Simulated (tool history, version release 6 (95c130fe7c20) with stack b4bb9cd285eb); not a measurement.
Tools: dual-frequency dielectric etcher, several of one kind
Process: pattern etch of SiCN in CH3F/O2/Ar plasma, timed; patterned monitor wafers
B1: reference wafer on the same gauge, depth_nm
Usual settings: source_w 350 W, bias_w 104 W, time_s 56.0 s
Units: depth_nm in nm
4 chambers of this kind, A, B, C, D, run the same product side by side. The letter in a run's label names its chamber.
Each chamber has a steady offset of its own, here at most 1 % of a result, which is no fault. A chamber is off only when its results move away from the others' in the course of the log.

Run 1C, hour 2.9: usual settings; B1 23.097. Result: depth_nm 23.005 nm.
Run 2A, hour 7.3: usual settings; B1 23.093. Result: depth_nm 22.725 nm.
Run 3D, hour 12.0: usual settings; B1 23.106. Result: depth_nm 22.733 nm.
Run 4B, hour 17.3: usual settings; B1 23.110. Result: depth_nm 22.967 nm.
Run 5C, hour 21.8: usual settings but bias_w 115 W, time_s 46.0 s; B1 23.097. Result: depth_nm 19.529 nm.
Run 6D, hour 26.5: usual settings but bias_w 115 W, time_s 46.0 s; B1 23.102. Result: depth_nm 19.313 nm.
Run 7A, hour 29.9: usual settings but bias_w 115 W, time_s 46.0 s; B1 23.103. Result: depth_nm 19.480 nm.
Run 8B, hour 36.2: usual settings but bias_w 115 W, time_s 46.0 s; B1 23.093. Result: depth_nm 19.470 nm.
Run 9D, hour 39.4: usual settings; B1 23.089. Result: depth_nm 22.801 nm.
Run 10B, hour 42.6: usual settings; B1 23.112. Result: depth_nm 22.840 nm.
At hour 43.4: chamber D: wet clean of the chamber.
Run 11A, hour 46.7: usual settings; B1 23.115. Result: depth_nm 22.833 nm.
Run 12C, hour 50.5: usual settings; B1 23.113. Result: depth_nm 22.958 nm.
Run 13B, hour 54.4: usual settings; B1 23.089. Result: depth_nm 22.667 nm.
Run 14C, hour 60.6: usual settings; B1 23.103. Result: depth_nm 22.995 nm.
Run 15D, hour 64.4: usual settings; B1 23.106. Result: depth_nm 22.739 nm.
Run 16A, hour 69.3: usual settings; B1 23.101. Result: depth_nm 22.751 nm.
Run 17D, hour 75.7: usual settings but bias_w 119 W, time_s 48.5 s; B1 23.104. Result: depth_nm 20.845 nm.
Run 18B, hour 79.1: usual settings but bias_w 119 W, time_s 48.5 s; B1 23.098. Result: depth_nm 20.532 nm.
Run 19A, hour 85.2: usual settings but bias_w 119 W, time_s 48.5 s; B1 23.105. Result: depth_nm 20.661 nm.
Run 20C, hour 89.0: usual settings but bias_w 119 W, time_s 48.5 s; B1 23.100. Result: depth_nm 20.926 nm.
Run 21D, hour 94.1: usual settings; B1 23.114. Result: depth_nm 22.576 nm.
Run 22B, hour 97.0: usual settings; B1 23.113. Result: depth_nm 22.354 nm.
Run 23A, hour 101.1: usual settings; B1 23.088. Result: depth_nm 22.801 nm.
Run 24C, hour 104.1: usual settings; B1 23.111. Result: depth_nm 23.024 nm.
Run 25C, hour 108.0: usual settings; B1 23.111. Result: depth_nm 22.989 nm.
Run 26D, hour 112.4: usual settings; B1 23.090. Result: depth_nm 22.670 nm.

Is one chamber off against the others, does the gauge drift, or is nothing wrong? If a chamber is off, say which, and what the likeliest cause is.

Chamber B drifts away from the others.
Cause: etch rate under this chamber's usual, % = 3.55.

Here are 4 candidates for chamber B's next run, each the usual settings with a change, their results left as question marks. Which one brings its results back in line with what the others give on the usual settings?
In line means no further than this from the other chambers' mean on the usual settings: depth_nm 0.220 nm
Run 27B-1, hour 117.1: usual settings but bias_w 100 W. Result: depth_nm ?.
Run 27B-2, hour 117.1: usual settings but bias_w 105 W, time_s 57.5 s. Result: depth_nm ?.
Run 27B-3, hour 117.1: usual settings but source_w 320 W. Result: depth_nm ?.
Run 27B-4, hour 117.1: usual settings but bias_w 108 W. Result: depth_nm ?.

The other chambers' mean on the usual settings: depth_nm 22.810 nm
  run  depth_nm
27B-1    21.843
27B-2    22.851
27B-3    21.469
27B-4    22.498
27B-2 brings the chamber back in line.
